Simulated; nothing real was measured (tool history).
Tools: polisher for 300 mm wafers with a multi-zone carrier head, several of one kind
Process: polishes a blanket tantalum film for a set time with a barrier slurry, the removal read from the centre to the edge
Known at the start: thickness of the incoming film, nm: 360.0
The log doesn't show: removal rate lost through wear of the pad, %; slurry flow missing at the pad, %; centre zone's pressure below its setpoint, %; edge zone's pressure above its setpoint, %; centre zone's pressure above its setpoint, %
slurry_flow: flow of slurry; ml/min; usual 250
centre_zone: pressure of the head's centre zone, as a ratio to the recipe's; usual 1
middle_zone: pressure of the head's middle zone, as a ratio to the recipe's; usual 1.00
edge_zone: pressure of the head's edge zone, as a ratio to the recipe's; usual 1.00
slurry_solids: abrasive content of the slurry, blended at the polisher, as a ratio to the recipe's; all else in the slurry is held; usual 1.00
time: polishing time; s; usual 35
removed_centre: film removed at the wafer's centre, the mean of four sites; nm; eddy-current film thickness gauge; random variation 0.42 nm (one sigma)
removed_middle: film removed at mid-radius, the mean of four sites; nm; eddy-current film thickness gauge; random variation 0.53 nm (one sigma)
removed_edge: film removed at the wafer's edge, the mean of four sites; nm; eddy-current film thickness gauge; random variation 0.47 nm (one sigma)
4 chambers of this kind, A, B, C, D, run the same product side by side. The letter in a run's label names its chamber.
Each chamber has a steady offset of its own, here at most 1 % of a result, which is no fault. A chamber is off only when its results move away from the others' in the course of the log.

run,hour,slurry_flow,centre_zone,middle_zone,edge_zone,slurry_solids,time,wafers polished on this pad,hours since the slurry nozzle was cleaned,hours since the centre zone pressure was calibrated,hours since the edge zone pressure was calibrated,removed_centre,removed_middle,removed_edge
# hour 1.6: chamber B: centre zone pressure recalibrated
1B,4.7,250,1,1.00,1.00,1.00,35,444,312.4,3.2,36.1,44.773,44.559,44.790
2D,8.0,250,1,1.00,1.00,1.00,35,505,229.7,695.0,105.3,43.793,45.061,45.308
# hour 10.9: chamber A: worn pad replaced by a new one
3C,11.1,250,1,1.00,1.00,1.00,35,498,631.3,962.5,261.8,45.966,44.705,44.533
# hour 15.1: chamber A: slurry nozzle cleaned
4A,16.9,250,1,1.00,1.00,1.00,35,88,1.8,548.2,677.5,44.350,44.754,44.657
5D,21.9,250,1,1.00,1.00,1.00,35,706,243.6,708.9,119.2,44.686,44.053,44.292
6A,27.1,250,1,1.00,1.00,1.00,35,235,12.0,558.4,687.7,43.572,44.373,44.615
7C,29.9,250,1,1.00,1.00,1.00,35,771,650.1,981.3,280.6,45.623,44.548,44.952
# hour 34.7: chamber B: worn pad replaced by a new one
8B,36.2,195,1,1.00,1.00,1.15,35,21,343.9,34.7,67.6,44.847,44.884,45.760
9B,39.9,195,1,1.00,1.00,1.15,35,75,347.6,38.4,71.3,45.066,44.582,45.473
10D,45.6,195,1,1.00,1.00,1.15,35,1050,267.3,732.6,142.9,44.029,43.920,45.236
# hour 49.5: chamber C: worn pad replaced by a new one
11A,51.7,195,1,1.00,1.00,1.15,35,592,36.6,583.0,712.3,44.420,45.453,45.517
12C,55.5,250,1,1.00,1.00,1.00,35,88,675.7,1006.9,306.2,45.374,44.500,45.109
13B,59.6,250,1,1.00,1.00,1.00,35,361,367.3,58.1,91.0,44.871,43.841,44.948
14C,62.7,250,1,1.00,1.00,0.80,35,192,682.9,1014.1,313.4,41.945,42.126,41.683
15A,67.5,250,1,1.00,1.00,0.80,35,821,52.4,598.8,728.1,41.223,41.633,41.874
# hour 69.6: chamber D: worn pad replaced by a new one
16D,71.0,250,1,1.00,1.00,0.80,35,20,292.7,758.0,168.3,40.538,40.158,41.386
17B,74.3,250,1,1.00,1.00,0.80,35,574,382.0,72.8,105.7,41.985,41.462,41.353
# hour 79.2: chamber C: slurry nozzle cleaned
18C,79.4,250,1,1.00,1.00,1.00,35,434,0.2,1030.8,330.1,45.934,44.761,45.113
19A,84.4,250,1,1.00,1.00,1.00,35,1066,69.3,615.7,745.0,43.755,44.476,44.008
# hour 87.8: chamber A: worn pad replaced by a new one
20D,87.9,250,1,1.00,1.00,1.00,35,265,309.6,774.9,185.2,42.408,43.169,43.239
# hour 92.8: chamber B: worn pad replaced by a new one
21D,93.0,250,1,1.00,1.00,1.00,35,339,314.7,780.0,190.3,42.156,43.536,43.525
22A,98.4,250,1,1.00,1.00,1.00,35,154,83.3,629.7,759.0,44.267,44.701,44.839
23B,102.4,250,1,1.00,1.00,1.00,35,139,410.1,100.9,133.8,44.881,44.600,44.284
24C,108.3,250,1,1.00,1.00,1.00,35,853,29.1,1059.7,359.0,44.936,44.584,44.337
25D,112.1,250,1,1.00,1.00,1.00,35,616,333.8,799.1,209.4,42.221,43.086,42.823
# hour 114.2: chamber C: worn pad replaced by a new one
26A,118.3,250,1,1.00,1.00,1.00,35,442,103.2,649.6,778.9,44.416,44.886,44.262
# hour 123.6: chamber A: centre zone pressure recalibrated
27C,124.7,250,1,0.93,1.00,1.00,35,153,45.5,1076.1,375.4,45.391,40.969,44.911
28B,130.1,250,1,0.93,1.00,1.00,35,541,437.8,128.6,161.5,44.782,40.741,44.587
29B,136.0,250,1,0.93,1.00,1.00,35,626,443.7,134.5,167.4,44.951,41.518,44.503
# hour 136.5: chamber A: edge zone pressure recalibrated
30A,142.2,250,1,0.93,1.00,1.00,35,789,127.1,18.7,5.7,43.908,41.886,44.215
31C,145.0,250,1,1.00,1.07,1.00,35,447,65.8,1096.4,395.7,45.423,44.811,45.803

Next, every chamber runs the same settings. What will each give?
32A,149.5,250,1,1.00,1.00,1.25,35,,,,,?,?,?
32B,149.5,250,1,1.00,1.00,1.25,35,,,,,?,?,?
32C,149.5,250,1,1.00,1.00,1.25,35,,,,,?,?,?
32D,149.5,250,1,1.00,1.00,1.25,35,,,,,?,?,?

run,removed_centre,removed_middle,removed_edge
32A,47.604,47.899,47.193
32B,47.281,47.123,47.878
32C,47.926,47.786,47.794
32D,42.932,43.440,45.166
